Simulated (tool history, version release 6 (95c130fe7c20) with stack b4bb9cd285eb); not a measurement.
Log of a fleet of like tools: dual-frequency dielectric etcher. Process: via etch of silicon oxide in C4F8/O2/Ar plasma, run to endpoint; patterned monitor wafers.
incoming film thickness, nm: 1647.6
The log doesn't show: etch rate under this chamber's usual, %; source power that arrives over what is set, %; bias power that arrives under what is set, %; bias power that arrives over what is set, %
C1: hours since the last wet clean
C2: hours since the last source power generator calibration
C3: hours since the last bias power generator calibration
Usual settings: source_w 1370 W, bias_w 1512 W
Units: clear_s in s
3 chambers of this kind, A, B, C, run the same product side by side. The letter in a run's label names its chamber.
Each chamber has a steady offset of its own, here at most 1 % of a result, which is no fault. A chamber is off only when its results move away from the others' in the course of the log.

run 1B hour=2.4 | source_w=1370 bias_w=1512 | C1=265 C2=1822.5 C3=1656.8 | clear_s=409.12
run 2C hour=5.3 | source_w=1370 bias_w=1512 | C1=225.8 C2=2928.4 C3=1358.2 | clear_s=408.12
run 3A hour=7.7 | source_w=1370 bias_w=1512 | C1=480.4 C2=2199.4 C3=2801.3 | clear_s=409.84
run 4A hour=11.3 | source_w=1370 bias_w=1512 | C1=484 C2=2203 C3=2804.9 | clear_s=412.86
run 5C hour=14.2 | source_w=1370 bias_w=1332 | C1=234.7 C2=2937.3 C3=1367.1 | clear_s=422.42
run 6B hour=18.5 | source_w=1370 bias_w=1332 | C1=281.1 C2=1838.6 C3=1672.9 | clear_s=419.41
run 7B hour=20.8 | source_w=1370 bias_w=1332 | C1=283.4 C2=1840.9 C3=1675.2 | clear_s=420.76
run 8C hour=24.9 | source_w=1370 bias_w=1512 | C1=245.4 C2=2948 C3=1377.8 | clear_s=407.9
run 9A hour=28 | source_w=1370 bias_w=1691 | C1=500.7 C2=2219.7 C3=2821.6 | clear_s=400.66
-- hour=30.4 chamber A: wet clean of the chamber
run 10A hour=30.6 | source_w=1370 bias_w=1691 | C1=0.2 C2=2222.3 C3=2824.2 | clear_s=415.38
run 11B hour=34 | source_w=1370 bias_w=1691 | C1=296.6 C2=1854.1 C3=1688.4 | clear_s=394.8
run 12C hour=38.5 | source_w=1370 bias_w=1512 | C1=259 C2=2961.6 C3=1391.4 | clear_s=411.42
run 13A hour=43.1 | source_w=1370 bias_w=1512 | C1=12.7 C2=2234.8 C3=2836.7 | clear_s=430.25
run 14B hour=47.8 | source_w=1370 bias_w=1512 | C1=310.4 C2=1867.9 C3=1702.2 | clear_s=406.78
run 15C hour=51.3 | source_w=1370 bias_w=1512 | C1=271.8 C2=2974.4 C3=1404.2 | clear_s=407.51
run 16A hour=55 | source_w=1370 bias_w=1512 | C1=24.6 C2=2246.7 C3=2848.6 | clear_s=428.36
run 17B hour=57.8 | source_w=1370 bias_w=1512 | C1=320.4 C2=1877.9 C3=1712.2 | clear_s=403.62
run 18C hour=62.5 | source_w=1090 bias_w=1290 | C1=283 C2=2985.6 C3=1415.4 | clear_s=465.92
run 19A hour=67.3 | source_w=1090 bias_w=1290 | C1=36.9 C2=2259 C3=2860.9 | clear_s=490.76
run 20B hour=70.1 | source_w=1090 bias_w=1290 | C1=332.7 C2=1890.2 C3=1724.5 | clear_s=466.98
run 21C hour=72.4 | source_w=1370 bias_w=1512 | C1=292.9 C2=2995.5 C3=1425.3 | clear_s=405.59

What goes on in this fleet: one chamber off, a drifting gauge, or nothing beyond the chambers' own small offsets? Name the chamber and the cause, if any.

A service left chamber A off against the others.
Cause: etch rate under this chamber's usual, % = 4.26.

Here are 4 candidates for chamber A's next run, each the usual settings with a change, their results left as question marks. Which one brings its results back in line with what the others give on the usual settings?
In line means no further than this from the other chambers' mean on the usual settings: clear_s 7.6 s
run 22A-1 hour=76 | source_w=1250 bias_w=1419 | clear_s=?
run 22A-2 hour=76 | source_w=1370 bias_w=1801 | clear_s=?
run 22A-3 hour=76 | source_w=1370 bias_w=1411 | clear_s=?
run 22A-4 hour=76 | source_w=1410 bias_w=1545 | clear_s=?

The other chambers' mean on the usual settings: clear_s 408.1 s
run=22A-1 clear_s=454.24
run=22A-2 clear_s=409.45
run=22A-3 clear_s=438.4
run=22A-4 clear_s=422.67
22A-2 brings the chamber back in line.

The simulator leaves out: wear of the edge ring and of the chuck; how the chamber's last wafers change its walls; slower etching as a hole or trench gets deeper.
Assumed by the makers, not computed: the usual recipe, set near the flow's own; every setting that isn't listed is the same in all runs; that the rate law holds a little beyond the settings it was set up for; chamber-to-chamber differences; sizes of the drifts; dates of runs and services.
